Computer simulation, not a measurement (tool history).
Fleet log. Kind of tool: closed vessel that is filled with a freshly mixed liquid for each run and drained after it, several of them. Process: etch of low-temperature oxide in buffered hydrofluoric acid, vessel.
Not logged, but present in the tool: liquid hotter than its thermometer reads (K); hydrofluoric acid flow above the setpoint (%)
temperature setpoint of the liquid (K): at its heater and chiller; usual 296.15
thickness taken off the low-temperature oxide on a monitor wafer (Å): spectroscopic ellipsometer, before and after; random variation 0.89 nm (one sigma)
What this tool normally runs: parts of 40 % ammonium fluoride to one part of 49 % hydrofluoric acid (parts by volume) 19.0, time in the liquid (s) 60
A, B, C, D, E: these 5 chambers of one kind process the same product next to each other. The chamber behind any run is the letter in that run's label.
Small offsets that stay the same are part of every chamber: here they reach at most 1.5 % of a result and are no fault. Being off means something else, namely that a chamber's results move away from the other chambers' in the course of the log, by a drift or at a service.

run   hour  temperature setpoint of the liquid (K)  parts of 40 % ammonium fluoride to one part of 49 % hydrofluoric acid (parts by volume)  time in the liquid (s)  hours since the thermometer was replaced  hours since the hydrofluoric acid flow meter was replaced  read-back film thickness of the low-temperature oxide reference wafer, read on the same gauge (nm)  thickness taken off the low-temperature oxide on a monitor wafer (Å)
 1D    7.5                                  296.15                                                                                     19.0                      60                                    1006.8                                                      401.7                                                                                              79.994                                                                1225.8
 2B   11.1                                  296.15                                                                                     19.0                      60                                     359.3                                                      121.8                                                                                              80.003                                                                1236.3
 3A   14.6                                  296.15                                                                                     19.0                      60                                    1587.1                                                       36.8                                                                                              79.996                                                                1236.9
 4E   19.8                                  296.15                                                                                     19.0                      60                                     278.8                                                      425.4                                                                                              80.012                                                                1228.8
      24.7  -- chamber D: hydrofluoric acid flow meter replaced
 5C   25.1                                  296.15                                                                                     19.0                      60                                     209.3                                                     1305.5                                                                                              79.993                                                                1239.4
 6E   30.5                                  296.15                                                                                     19.0                      60                                     289.5                                                      436.1                                                                                              79.999                                                                1236.6
 7B   33.7                                  296.15                                                                                     19.0                      60                                     381.9                                                      144.4                                                                                              79.987                                                                1227.6
 8A   38.1                                  296.15                                                                                     19.0                      60                                    1610.6                                                       60.3                                                                                              79.991                                                                1231.0
 9D   43.5                                  296.15                                                                                     19.0                      60                                    1042.8                                                       18.9                                                                                              79.998                                                                1243.5
10C   49.5                                  296.15                                                                                     19.0                      60                                     233.7                                                     1329.9                                                                                              79.991                                                                1240.5
11D   56.2                                  296.15                                                                                     19.0                      60                                    1055.5                                                       31.6                                                                                              79.984                                                                1252.5
12A   61.4                                  296.15                                                                                     19.0                      60                                    1633.9                                                       83.6                                                                                              80.006                                                                1245.1
13E   64.9                                  296.15                                                                                     19.0                      60                                     323.9                                                      470.5                                                                                              79.990                                                                1247.8
14C   69.9                                  296.15                                                                                     19.0                      60                                     254.1                                                     1350.3                                                                                              79.991                                                                1253.7
15B   75.8                                  296.15                                                                                     19.0                      60                                     424.0                                                      186.5                                                                                              80.001                                                                1217.3
16D   83.1                                  296.15                                                                                     14.5                      90                                    1082.4                                                       58.5                                                                                              79.999                                                                2432.6
17B   87.3                                  296.15                                                                                     14.5                      90                                     435.5                                                      198.0                                                                                              80.002                                                                2420.5
18C   94.0                                  296.15                                                                                     14.5                      90                                     278.2                                                     1374.4                                                                                              79.986                                                                2434.1
19A  100.5                                  296.15                                                                                     14.5                      90                                    1673.0                                                      122.7                                                                                              79.999                                                                2416.0
20E  106.0                                  296.15                                                                                     14.5                      90                                     365.0                                                      511.6                                                                                              79.982                                                                2426.4
21C  109.4                                  296.15                                                                                     19.0                      60                                     293.6                                                     1389.8                                                                                              79.979                                                                1235.0
22E  116.0                                  296.15                                                                                     19.0                      60                                     375.0                                                      521.6                                                                                              79.996                                                                1229.2
23D  120.7                                  296.15                                                                                     19.0                      60                                    1120.0                                                       96.1                                                                                              80.013                                                                1279.3
24B  125.4                                  296.15                                                                                     19.0                      60                                     473.6                                                      236.1                                                                                              80.015                                                                1219.5
25A  131.2                                  296.15                                                                                     19.0                      60                                    1703.7                                                      153.4                                                                                              79.994                                                                1226.2
26E  136.4                                  296.15                                                                                     19.0                      60                                     395.4                                                      542.0                                                                                              80.011                                                                1229.0
27D  141.6                                  296.15                                                                                     19.0                      60                                    1140.9                                                      117.0                                                                                              79.990                                                                1295.5
28C  147.9                                  296.15                                                                                     19.0                      60                                     332.1                                                     1428.3                                                                                              80.003                                                                1224.8
29B  154.5                                  296.15                                                                                     19.0                      60                                     502.7                                                      265.2                                                                                              79.998                                                                1231.5
30A  160.2                                  296.15                                                                                     19.0                      60                                    1732.7                                                      182.4                                                                                              79.981                                                                1237.7
31C  167.3                                  296.15                                                                                     19.0                      60                                     351.5                                                     1447.7                                                                                              79.998                                                                1228.1
32B  173.5                                  296.15                                                                                     19.0                      60                                     521.7                                                      284.2                                                                                              80.016                                                                1226.2

All 5 chambers run these settings next. Forecast each chamber's results:
33A  178.9                                  296.15                                                                                     19.0                      75                                                                                                                                                                                                                                                                              ?
33B  178.9                                  296.15                                                                                     19.0                      75                                                                                                                                                                                                                                                                              ?
33C  178.9                                  296.15                                                                                     19.0                      75                                                                                                                                                                                                                                                                              ?
33D  178.9                                  296.15                                                                                     19.0                      75                                                                                                                                                                                                                                                                              ?
33E  178.9                                  296.15                                                                                     19.0                      75                                                                                                                                                                                                                                                                              ?

run  thickness taken off the low-temperature oxide on a monitor wafer (Å)
33A                                                                1539.6
33B                                                                1525.6
33C                                                                1545.2
33D                                                                1681.0
33E                                                                1520.7

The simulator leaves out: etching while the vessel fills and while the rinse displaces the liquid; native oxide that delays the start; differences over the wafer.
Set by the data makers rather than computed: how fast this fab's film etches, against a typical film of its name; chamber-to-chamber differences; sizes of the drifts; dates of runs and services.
